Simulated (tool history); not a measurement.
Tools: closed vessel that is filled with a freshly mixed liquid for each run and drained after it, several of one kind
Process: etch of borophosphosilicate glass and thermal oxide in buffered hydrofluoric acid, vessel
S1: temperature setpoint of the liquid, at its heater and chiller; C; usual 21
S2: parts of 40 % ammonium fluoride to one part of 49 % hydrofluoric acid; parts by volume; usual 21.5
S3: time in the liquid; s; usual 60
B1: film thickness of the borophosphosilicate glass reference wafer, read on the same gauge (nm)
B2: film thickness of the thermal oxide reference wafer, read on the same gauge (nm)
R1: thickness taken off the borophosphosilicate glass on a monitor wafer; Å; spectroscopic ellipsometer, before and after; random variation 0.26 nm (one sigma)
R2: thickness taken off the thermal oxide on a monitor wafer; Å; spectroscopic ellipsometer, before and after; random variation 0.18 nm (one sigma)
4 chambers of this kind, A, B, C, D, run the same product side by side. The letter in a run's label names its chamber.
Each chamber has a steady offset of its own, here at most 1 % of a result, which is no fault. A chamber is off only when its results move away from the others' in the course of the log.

run,hour,S1,S2,S3,B1,B2,R1,R2
1D,2.9,21,21.5,60,89.988,59.988,303.87,275.33
2C,6.8,21,21.5,60,90.004,59.988,305.83,273.82
3B,9.4,21,21.5,60,90.011,60.023,302.95,272.51
4A,11.6,21,21.5,60,90.002,60.018,301.63,268.91
5A,14.0,21,21.5,60,90.006,60.005,303.05,269.87
6B,17.8,21,21.5,60,90.010,60.000,300.93,274.14
7D,21.7,21,21.5,60,90.018,59.988,310.75,273.45
8C,24.3,21,21.5,60,90.022,60.007,306.14,273.86
9A,27.1,18,27.0,60,90.036,60.016,221.51,196.73
10D,30.6,18,27.0,60,89.987,60.013,223.46,198.72
11B,34.9,18,27.0,60,89.999,59.999,221.73,196.06
12C,36.8,18,27.0,60,89.991,59.995,222.63,196.52
13B,39.8,21,21.5,60,89.995,60.007,305.45,272.45
14A,43.9,21,21.5,80,89.986,59.997,408.22,360.88
15D,47.6,21,21.5,80,90.005,60.005,410.16,367.41
16C,50.1,21,21.5,80,90.014,60.012,405.92,362.38
17D,53.5,21,21.5,80,89.987,60.006,411.26,366.74
18C,57.1,21,21.5,60,89.962,59.997,306.68,273.54
19B,60.6,21,21.5,60,89.983,59.987,305.34,271.97
# hour 63.9: chamber D: thermometer replaced
20A,64.9,21,21.5,60,89.980,59.989,301.84,274.11
21D,68.6,21,21.5,60,89.990,60.020,310.12,272.19
22C,71.8,21,21.5,60,89.993,60.011,304.47,273.10
23A,74.2,21,21.5,60,90.007,59.970,302.91,270.99
24B,78.3,21,21.5,60,90.001,59.997,301.90,271.04
25B,81.9,21,21.5,60,89.994,60.030,308.81,271.72
26C,84.4,21,21.5,60,89.997,59.992,309.84,274.96
27A,86.5,21,21.5,60,89.981,60.013,303.76,268.69
28D,89.2,18,21.5,60,90.019,59.999,256.84,232.82
29B,92.0,18,21.5,60,90.013,60.011,253.71,232.33
30A,94.1,18,21.5,60,90.007,59.986,256.27,227.56
31C,98.4,18,21.5,60,90.018,60.012,258.03,232.36
32D,101.0,21,21.5,35,90.014,60.013,178.57,160.66
33D,105.4,21,21.5,35,90.016,59.995,178.62,158.99
34A,108.3,21,21.5,35,89.986,60.009,178.11,158.04
35B,112.4,21,21.5,35,89.990,59.996,174.64,157.73
36C,115.7,21,21.5,60,89.979,59.979,309.12,274.48
37C,119.8,21,21.5,60,89.960,60.036,313.68,274.99
38A,122.4,21,21.5,60,89.986,60.019,303.81,268.61
39D,125.3,21,21.5,60,90.004,60.021,305.97,273.94
40B,129.5,21,21.5,60,89.996,59.990,306.73,274.38
41C,133.8,21,21.5,60,90.004,60.031,306.09,273.35
42A,137.7,21,21.5,60,90.019,59.999,302.32,271.33
43D,141.3,21,21.5,60,90.013,59.981,310.72,274.56

Next, every chamber runs the same settings. What will each give?
44A,144.5,21,21.5,60,,,?,?
44B,144.5,21,21.5,60,,,?,?
44C,144.5,21,21.5,60,,,?,?
44D,144.5,21,21.5,60,,,?,?

run,R1,R2
44A,302.57,268.42
44B,299.75,271.82
44C,304.94,274.54
44D,306.62,273.69

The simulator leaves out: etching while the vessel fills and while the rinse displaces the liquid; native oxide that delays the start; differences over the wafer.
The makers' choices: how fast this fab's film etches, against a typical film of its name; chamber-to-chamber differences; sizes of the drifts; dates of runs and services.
